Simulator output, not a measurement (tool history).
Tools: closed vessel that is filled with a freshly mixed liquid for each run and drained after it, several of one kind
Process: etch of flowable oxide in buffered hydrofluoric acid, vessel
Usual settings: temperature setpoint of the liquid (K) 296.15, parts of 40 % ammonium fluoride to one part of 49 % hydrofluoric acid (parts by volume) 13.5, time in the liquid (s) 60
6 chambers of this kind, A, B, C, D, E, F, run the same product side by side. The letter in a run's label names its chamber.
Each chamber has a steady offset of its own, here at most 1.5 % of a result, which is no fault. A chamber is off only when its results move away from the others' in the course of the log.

| run | hour | temperature setpoint of the liquid (K) | parts of 40 % ammonium fluoride to one part of 49 % hydrofluoric acid (parts by volume) | time in the liquid (s) | read-back film thickness of the flowable oxide reference wafer, read on the same gauge (nm) | thickness taken off the flowable oxide on a monitor wafer (angstrom) |
|---|---|---|---|---|---|---|
| 1E | 7.5 | 296.15 | 13.5 | 60 | 120.01 | 1342 |
| 2B | 19.7 | 296.15 | 13.5 | 60 | 120.01 | 1338.7 |
|  | 21.1 | chamber B: thermometer replaced |
| 3F | 27.1 | 296.15 | 13.5 | 60 | 120.01 | 1354.9 |
| 4C | 37.1 | 296.15 | 13.5 | 60 | 120 | 1337.8 |
|  | 50.9 | chamber A: thermometer replaced |
| 5A | 51.3 | 300.15 | 13.5 | 60 | 119.99 | 1679.1 |
| 6D | 59.7 | 300.15 | 13.5 | 60 | 119.99 | 1711.8 |
|  | 62.6 | chamber A: hydrofluoric acid flow meter replaced |
| 7D | 68.5 | 300.15 | 13.5 | 60 | 119.98 | 1727.9 |
| 8E | 81.5 | 300.15 | 13.5 | 60 | 119.99 | 1674.3 |
| 9C | 94.3 | 300.15 | 13.5 | 60 | 119.99 | 1698.2 |
| 10A | 102.3 | 300.15 | 13.5 | 60 | 119.98 | 1678 |
| 11B | 110.9 | 296.15 | 13.5 | 60 | 120.03 | 1350.8 |
| 12F | 121.7 | 294.15 | 13.5 | 60 | 119.97 | 1227.2 |
| 13A | 129.2 | 294.15 | 13.5 | 60 | 120 | 1204.4 |
| 14B | 139.8 | 294.15 | 13.5 | 60 | 119.99 | 1213.4 |
| 15F | 146.8 | 294.15 | 13.5 | 60 | 119.99 | 1225.5 |
| 16C | 157 | 294.15 | 13.5 | 60 | 119.99 | 1219.2 |
| 17D | 168.4 | 294.15 | 13.5 | 60 | 120.01 | 1223.3 |
| 18E | 182.3 | 296.15 | 13.5 | 60 | 120.01 | 1351.7 |
| 19E | 189.5 | 296.15 | 13.5 | 60 | 119.99 | 1353.2 |
| 20C | 198 | 296.15 | 13.5 | 60 | 119.99 | 1362.6 |
| 21B | 209.2 | 296.15 | 13.5 | 60 | 119.99 | 1335.7 |
| 22A | 216.2 | 296.15 | 13.5 | 60 | 120.01 | 1349.6 |
| 23D | 226 | 296.15 | 13.5 | 60 | 120.02 | 1368.3 |
| 24F | 238.8 | 296.15 | 13.5 | 60 | 119.97 | 1372.3 |
| 25E | 251.1 | 296.15 | 13.5 | 60 | 119.99 | 1354.6 |
| 26C | 258.9 | 296.15 | 13.5 | 60 | 120.01 | 1356.8 |
| 27A | 269.1 | 296.15 | 13.5 | 60 | 119.99 | 1360.8 |
| 28D | 279.3 | 296.15 | 13.5 | 60 | 120.01 | 1364.3 |
| 29B | 293.6 | 296.15 | 13.5 | 60 | 119.99 | 1360.7 |
| 30F | 301.1 | 296.15 | 13.5 | 60 | 120 | 1364.8 |
|  | 303.5 | chamber E: thermometer replaced |
| 31D | 309.4 | 296.15 | 13.5 | 60 | 120.01 | 1376.5 |
| 32C | 316.9 | 296.15 | 13.5 | 60 | 120 | 1364.3 |
|  | 319.5 | chamber F: hydrofluoric acid flow meter replaced |
| 33E | 325.1 | 296.15 | 13.5 | 60 | 120.01 | 1356.1 |
| 34B | 333.1 | 296.15 | 13.5 | 60 | 119.98 | 1353.4 |
| 35A | 341.3 | 296.15 | 13.5 | 60 | 120.02 | 1357.5 |
| 36F | 355 | 296.15 | 13.5 | 60 | 120.01 | 1352.7 |
| 37A | 362.3 | 296.15 | 13.5 | 60 | 119.99 | 1356.5 |
| 38F | 368.9 | 296.15 | 13.5 | 60 | 120.01 | 1347 |
| 39B | 378.4 | 296.15 | 13.5 | 60 | 120.03 | 1348.5 |
| 40E | 389.3 | 299.15 | 10.5 | 60 | 120 | 2031.6 |
| 41C | 402.9 | 299.15 | 10.5 | 60 | 119.98 | 2049.6 |

Is one chamber off against the others, does the gauge drift, or is nothing wrong? If a chamber is off, say which, and what the likeliest cause is.

No chamber stands off beyond its own small offset, and the gauge holds steady.

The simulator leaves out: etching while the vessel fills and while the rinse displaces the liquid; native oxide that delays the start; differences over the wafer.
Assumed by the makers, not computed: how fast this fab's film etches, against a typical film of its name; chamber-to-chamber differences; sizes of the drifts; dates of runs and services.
